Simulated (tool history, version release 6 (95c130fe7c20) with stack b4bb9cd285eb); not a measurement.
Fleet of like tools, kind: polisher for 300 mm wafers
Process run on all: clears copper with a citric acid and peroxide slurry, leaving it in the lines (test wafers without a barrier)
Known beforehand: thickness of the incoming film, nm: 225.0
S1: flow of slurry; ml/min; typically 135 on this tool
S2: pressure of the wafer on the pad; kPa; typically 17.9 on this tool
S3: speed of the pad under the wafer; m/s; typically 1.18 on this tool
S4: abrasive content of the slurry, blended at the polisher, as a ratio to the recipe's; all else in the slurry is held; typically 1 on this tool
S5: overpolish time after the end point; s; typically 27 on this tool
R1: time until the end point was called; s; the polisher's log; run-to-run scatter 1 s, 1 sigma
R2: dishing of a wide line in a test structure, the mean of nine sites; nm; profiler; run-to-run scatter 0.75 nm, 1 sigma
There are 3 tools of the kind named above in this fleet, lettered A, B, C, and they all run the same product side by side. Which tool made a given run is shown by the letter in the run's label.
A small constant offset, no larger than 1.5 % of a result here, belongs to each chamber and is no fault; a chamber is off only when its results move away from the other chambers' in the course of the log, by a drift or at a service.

run,hour,S1,S2,S3,S4,S5,R1,R2
# hour 7.9: chamber C: worn pad replaced by a new one
1A,8,135,17.9,1.18,1,27,111.39,36.292
# hour 13: chamber A: worn pad replaced by a new one
# hour 16.9: chamber B: slurry blender recalibrated
2C,19.4,135,17.9,1.18,1,27,113.36,35.024
# hour 26.7: chamber A: head pressure recalibrated
3B,30.6,135,17.9,1.18,1,27,110.47,35.871
4C,42.8,135,17.9,1.18,1,27,111.85,35.289
5B,54.5,135,17.9,1.18,1,27,111.15,35.232
6A,62.9,135,17.9,1.18,1,27,111.65,36.871
# hour 73.1: chamber B: worn pad replaced by a new one
7A,76.1,135,17.9,1.18,1,27,110.98,34.873
# hour 78.3: chamber A: slurry blender recalibrated
8C,86.7,160,17.9,1.18,0.9,27,110.77,36.099
# hour 99.1: chamber C: slurry blender recalibrated
9B,99.1,160,17.9,1.18,0.9,27,109.09,34.405
10C,110.5,160,17.9,1.18,0.9,27,113.07,34.67
# hour 114.6: chamber C: worn pad replaced by a new one
# hour 115.5: chamber A: worn pad replaced by a new one
11A,117.2,135,17.9,0.94,1.15,27,136.25,30.288
# hour 123.5: chamber B: slurry blender recalibrated
12B,126.1,135,17.9,0.94,1.15,27,135.82,30.413
13C,134.8,135,17.9,0.94,1.15,27,137.26,29.918
14A,147.5,135,17.9,1.18,1,27,110.73,33.815
15B,154.5,135,17.9,1.18,0.8,27,117.23,35.301
16C,168.1,135,17.9,1.18,0.8,27,119,33.841
17A,179.3,135,17.9,1.18,0.8,27,116.92,33.32
18B,190.9,135,17.9,1.18,1,27,112.35,35.42
19C,199.2,135,17.9,1.18,1,27,116.07,33.633
# hour 204.6: chamber B: head pressure recalibrated
20B,206.6,135,17.9,1.18,1,27,111.75,35.185
# hour 210.9: chamber B: worn pad replaced by a new one
# hour 211.2: chamber C: worn pad replaced by a new one
21A,217.1,135,17.9,1.18,1,27,111.27,35.949
22A,225.8,135,17.9,1.18,0.75,27,117.53,33.817
# hour 226: chamber A: worn pad replaced by a new one
# hour 228.2: chamber B: slurry blender recalibrated
23B,237.8,135,17.9,1.18,0.75,27,120.32,34.275
24C,250.5,135,17.9,1.18,0.75,27,124.5,32.16
25A,261.4,135,17.9,1.18,1,27,112.65,34.785
26C,272.7,135,17.9,1.18,1,27,116.75,34.435
27B,281.6,135,17.9,1.18,1,27,114.73,35.455
28A,291.7,135,17.9,1.18,1,27,113.21,35.455
29C,298.7,135,17.9,1.18,1,27,115.97,34.749
# hour 309.5: chamber C: worn pad replaced by a new one
30B,311.3,135,17.9,1.18,1,27,113.79,35.549
# hour 319.5: chamber B: slurry blender recalibrated
31B,324.2,135,22.8,1.18,1.25,27,85.037,44.979
32C,336.1,135,22.8,1.18,1.25,27,89.955,43.787
# hour 337.8: chamber A: slurry blender recalibrated
33A,342.4,135,22.8,1.18,1.25,27,84.184,45.897
# hour 347.3: chamber A: worn pad replaced by a new one
34B,352.9,135,17.9,1.18,1,27,113.5,34.363
# hour 356.5: chamber B: worn pad replaced by a new one
# hour 356.6: chamber B: slurry nozzle cleaned
# hour 359: chamber A: slurry nozzle cleaned
35C,365.1,135,13.8,1.18,0.85,27,157.54,26.369
36A,377.9,135,13.8,1.18,0.85,27,149.47,27.869
37B,386.1,135,13.8,1.18,0.85,27,149.16,27.956
38C,399.5,135,17.9,1.18,1,27,119.51,33.021

What goes on in this fleet: one chamber off, a drifting gauge, or nothing beyond the chambers' own small offsets? Name the chamber and the cause, if any.

It is chamber C that slowly wanders off from its peers.
What lies behind it: slurry flow missing at the pad, % = 25.9.
Not necessarily distinguishable in this log from: head's pressure below its setpoint, %; abrasive missing from the slurry, %.

Chamber C could run next with any of the 4 candidate recipes listed below; each alters the usual settings, and their results appear as question marks. Which one brings its results back in line with what the other chambers deliver on the usual settings?
Allowed miss from the other chambers' usual-settings mean, per result, to count as in line: R1 3.5 s; R2 2.6 nm
39C-1,409.7,135,17.9,1.2,1,27,?,?
39C-2,409.7,135,17.2,1.14,1,27,?,?
39C-3,409.7,135,17.9,1.16,1,27,?,?
39C-4,409.7,135,18.6,1.22,1,27,?,?

What the other chambers average on the usual settings: R1 111.89 s; R2 35.848 nm
run,R1,R2
39C-1,117.64,33.89
39C-2,128.55,31.459
39C-3,121.66,32.971
39C-4,111.58,35.431
The answer is 39C-4, which returns the chamber to within the allowed miss of the others.

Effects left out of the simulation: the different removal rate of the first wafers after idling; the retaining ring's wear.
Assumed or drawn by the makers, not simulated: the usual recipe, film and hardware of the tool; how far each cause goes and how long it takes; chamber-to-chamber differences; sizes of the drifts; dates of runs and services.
